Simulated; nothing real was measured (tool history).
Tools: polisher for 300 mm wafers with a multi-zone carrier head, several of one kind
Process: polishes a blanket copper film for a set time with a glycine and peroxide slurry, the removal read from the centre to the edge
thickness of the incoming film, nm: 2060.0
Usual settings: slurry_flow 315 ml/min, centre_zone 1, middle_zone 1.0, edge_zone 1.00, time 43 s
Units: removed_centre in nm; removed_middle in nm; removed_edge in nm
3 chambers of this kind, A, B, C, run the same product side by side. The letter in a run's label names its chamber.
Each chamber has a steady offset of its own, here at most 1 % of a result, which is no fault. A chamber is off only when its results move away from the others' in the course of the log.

run	hour	slurry_flow	centre_zone	middle_zone	edge_zone	time	wafers polished on this pad	hours since the slurry nozzle was cleaned	hours since the centre zone pressure was calibrated	hours since the edge zone pressure was calibrated	removed_centre	removed_middle	removed_edge
1A	6.1	315	1	1.0	1.00	43	951	145.8	806.4	565.2	190.89	191.23	191.03
# hour 11.4: chamber A: worn pad replaced by a new one
2B	11.9	315	1	1.0	1.00	43	1440	692.4	93.8	276.4	190.25	190.93	191.40
# hour 17.3: chamber B: worn pad replaced by a new one
3C	22.6	315	1	1.0	1.00	43	772	273.9	307.2	145.1	188.45	190.57	187.92
# hour 28.3: chamber C: worn pad replaced by a new one
4A	29.4	315	1	1.0	1.00	43	160	169.1	829.7	588.5	190.06	192.83	192.43
5B	39.4	315	1	1.0	1.00	43	196	719.9	121.3	303.9	190.81	191.31	189.62
6C	46.5	315	1	0.9	1.00	36	161	297.8	331.1	169.0	158.40	143.85	160.64
7C	53.9	315	1	0.9	1.00	36	227	305.2	338.5	176.4	158.67	143.88	158.18
8A	64.6	315	1	0.9	1.00	36	472	204.3	864.9	623.7	156.90	145.64	163.45
9B	69.5	315	1	1.0	1.00	43	463	750.0	151.4	334.0	190.00	189.95	189.18
10C	74.7	315	1	1.0	1.00	43	412	326.0	359.3	197.2	188.69	190.49	190.59
11B	84.6	315	1	1.0	1.00	43	597	765.1	166.5	349.1	190.89	191.86	191.68
12A	92.0	315	1	1.0	1.00	43	715	231.7	892.3	651.1	189.80	192.16	192.82
13A	98.0	315	1	1.0	1.00	43	769	237.7	898.3	657.1	188.44	191.81	190.80
# hour 99.9: chamber A: centre zone pressure recalibrated
14C	103.3	315	1	1.0	1.00	43	666	354.6	387.9	225.8	188.77	190.53	187.60
15B	110.1	315	1	1.0	1.00	43	823	790.6	192.0	374.6	188.69	192.20	193.11
# hour 112.8: chamber A: worn pad replaced by a new one
# hour 116.3: chamber A: slurry nozzle cleaned
16B	118.4	315	1	1.0	1.00	43	897	798.9	200.3	382.9	191.77	189.63	187.38
# hour 118.7: chamber C: worn pad replaced by a new one
17C	123.8	315	1	1.0	1.00	43	45	375.1	408.4	246.3	189.46	189.34	187.68
18A	134.2	315	1	1.0	1.00	43	190	18.0	34.3	693.3	174.81	192.00	192.18
19C	140.5	315	1	1.0	1.00	43	193	391.8	425.1	263.0	187.46	190.04	193.39
20A	148.4	385	1	1.0	1.00	55	316	32.2	48.5	707.5	227.02	246.38	248.05
21B	155.2	385	1	1.0	1.00	55	1224	835.7	237.1	419.7	250.13	248.82	245.40
22A	161.6	385	1	1.0	1.00	55	433	45.4	61.7	720.7	224.67	247.70	244.93
23B	166.3	315	1	1.0	0.94	43	1322	846.8	248.2	430.8	190.94	188.86	184.34
24C	174.7	315	1	1.0	0.94	43	497	426.0	459.3	297.2	189.35	189.29	186.64
25C	183.5	315	1	1.0	0.94	43	575	434.8	468.1	306.0	185.76	188.65	182.09
26B	189.8	315	1	1.0	1.00	43	1531	870.3	271.7	454.3	189.47	190.71	192.20
# hour 194.4: chamber B: worn pad replaced by a new one
27A	196.7	315	1	1.0	1.00	43	745	80.5	96.8	755.8	174.17	192.78	197.56
# hour 203.8: chamber C: worn pad replaced by a new one
28C	207.5	315	1	1.0	1.00	43	32	458.8	492.1	330.0	190.51	190.68	193.56
# hour 212.5: chamber B: slurry nozzle cleaned
29A	214.1	215	1	1.0	1.00	53	899	97.9	114.2	773.2	204.45	227.96	227.75
30B	219.7	215	1	1.0	1.00	53	225	7.2	301.6	484.2	224.29	226.61	228.28
31C	225.8	215	1	1.0	1.00	53	195	477.1	510.4	348.3	221.40	225.50	228.83
32B	233.2	315	1	1.0	1.00	43	345	20.7	315.1	497.7	191.68	192.61	190.32

What goes on in this fleet: one chamber off, a drifting gauge, or nothing beyond the chambers' own small offsets? Name the chamber and the cause, if any.

A service left chamber A off against the others.
Cause: centre zone's pressure below its setpoint, % = 7.5.

Here are 4 candidates for chamber A's next run, each the usual settings with a change, their results left as question marks. Which one brings its results back in line with what the others give on the usual settings?
In line means no further than this from the other chambers' mean on the usual settings: removed_centre 4.60 nm; removed_middle 4.40 nm; removed_edge 6.80 nm
33A-1	240.9	320	1.07	0.99	0.97	43					?	?	?
33A-2	240.9	310	0.93	1.01	1.03	43					?	?	?
33A-3	240.9	315	1.03	0.99	0.99	43					?	?	?
33A-4	240.9	315	0.97	1.01	1.01	43					?	?	?

The other chambers' mean on the usual settings: removed_centre 189.59 nm; removed_middle 190.47 nm; removed_edge 190.77 nm
run	removed_centre	removed_middle	removed_edge
33A-1	187.73	190.10	190.96
33A-2	160.69	193.21	196.64
33A-3	179.86	189.86	192.81
33A-4	168.52	193.46	194.81
33A-1 brings the chamber back in line.

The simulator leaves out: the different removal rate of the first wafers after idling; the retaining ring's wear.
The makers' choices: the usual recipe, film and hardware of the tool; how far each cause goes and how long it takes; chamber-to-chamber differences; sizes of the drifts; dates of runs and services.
